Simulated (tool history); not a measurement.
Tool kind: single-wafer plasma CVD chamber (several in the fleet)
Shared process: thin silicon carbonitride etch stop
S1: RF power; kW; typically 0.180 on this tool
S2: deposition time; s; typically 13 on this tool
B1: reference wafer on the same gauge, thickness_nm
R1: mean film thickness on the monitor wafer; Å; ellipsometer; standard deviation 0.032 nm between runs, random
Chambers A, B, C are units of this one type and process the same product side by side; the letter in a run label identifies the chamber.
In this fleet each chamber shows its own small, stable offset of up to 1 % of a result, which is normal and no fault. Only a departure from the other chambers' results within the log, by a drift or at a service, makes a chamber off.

| run | day | S1 | S2 | B1 | R1 |
|---|---|---|---|---|---|
| 1C | 0.325 | 0.180 | 13 | 8.5366 | 72.481 |
| 2A | 0.692 | 0.180 | 13 | 8.5284 | 71.777 |
| 3B | 0.954 | 0.180 | 13 | 8.5325 | 71.916 |
| 4C | 1.238 | 0.180 | 13 | 8.5355 | 71.901 |
| 5B | 1.646 | 0.180 | 13 | 8.5307 | 72.112 |
| 6A | 2.067 | 0.180 | 13 | 8.5315 | 72.238 |
| 7C | 2.350 | 0.180 | 13 | 8.5286 | 71.886 |
| 8B | 2.742 | 0.180 | 13 | 8.5399 | 71.939 |
| 9A | 3.167 | 0.180 | 13 | 8.5303 | 71.781 |
| 10B | 3.446 | 0.180 | 13 | 8.5383 | 72.165 |
| 11A | 3.646 | 0.180 | 13 | 8.5288 | 71.622 |
| 12C | 4.083 | 0.180 | 13 | 8.5380 | 71.895 |
| 13C | 4.404 | 0.195 | 13 | 8.5329 | 73.910 |
| 14A | 4.796 | 0.195 | 13 | 8.5282 | 73.536 |
| 15B | 5.008 | 0.195 | 13 | 8.5235 | 74.156 |
| 16C | 5.288 | 0.180 | 13 | 8.5256 | 72.428 |
| 17A | 5.738 | 0.180 | 13 | 8.5266 | 71.514 |
| 18B | 6.162 | 0.180 | 13 | 8.5339 | 72.236 |
| 19B | 6.383 | 0.180 | 13 | 8.5151 | 72.022 |
| 20A | 6.804 | 0.180 | 13 | 8.5336 | 71.879 |
| 21C | 7.008 | 0.180 | 13 | 8.5312 | 72.064 |
| 22A | 7.417 | 0.180 | 13 | 8.5260 | 71.860 |
| 23B | 7.683 | 0.180 | 13 | 8.5249 | 72.714 |
| 24C | 7.908 | 0.170 | 13 | 8.5223 | 71.118 |
| 25C | 8.167 | 0.170 | 13 | 8.5331 | 70.831 |
| 26A | 8.562 | 0.170 | 13 | 8.5299 | 70.929 |
| 27B | 8.879 | 0.180 | 13 | 8.5303 | 72.158 |

For the next run the whole fleet of 3 chambers uses the same settings. Give each chamber's results:
| 28A | 9.200 | 0.180 | 13 |  | ? |
| 28B | 9.200 | 0.180 | 13 |  | ? |
| 28C | 9.200 | 0.180 | 13 |  | ? |

| run | R1 |
|---|---|
| 28A | 71.996 |
| 28B | 71.947 |
| 28C | 72.475 |
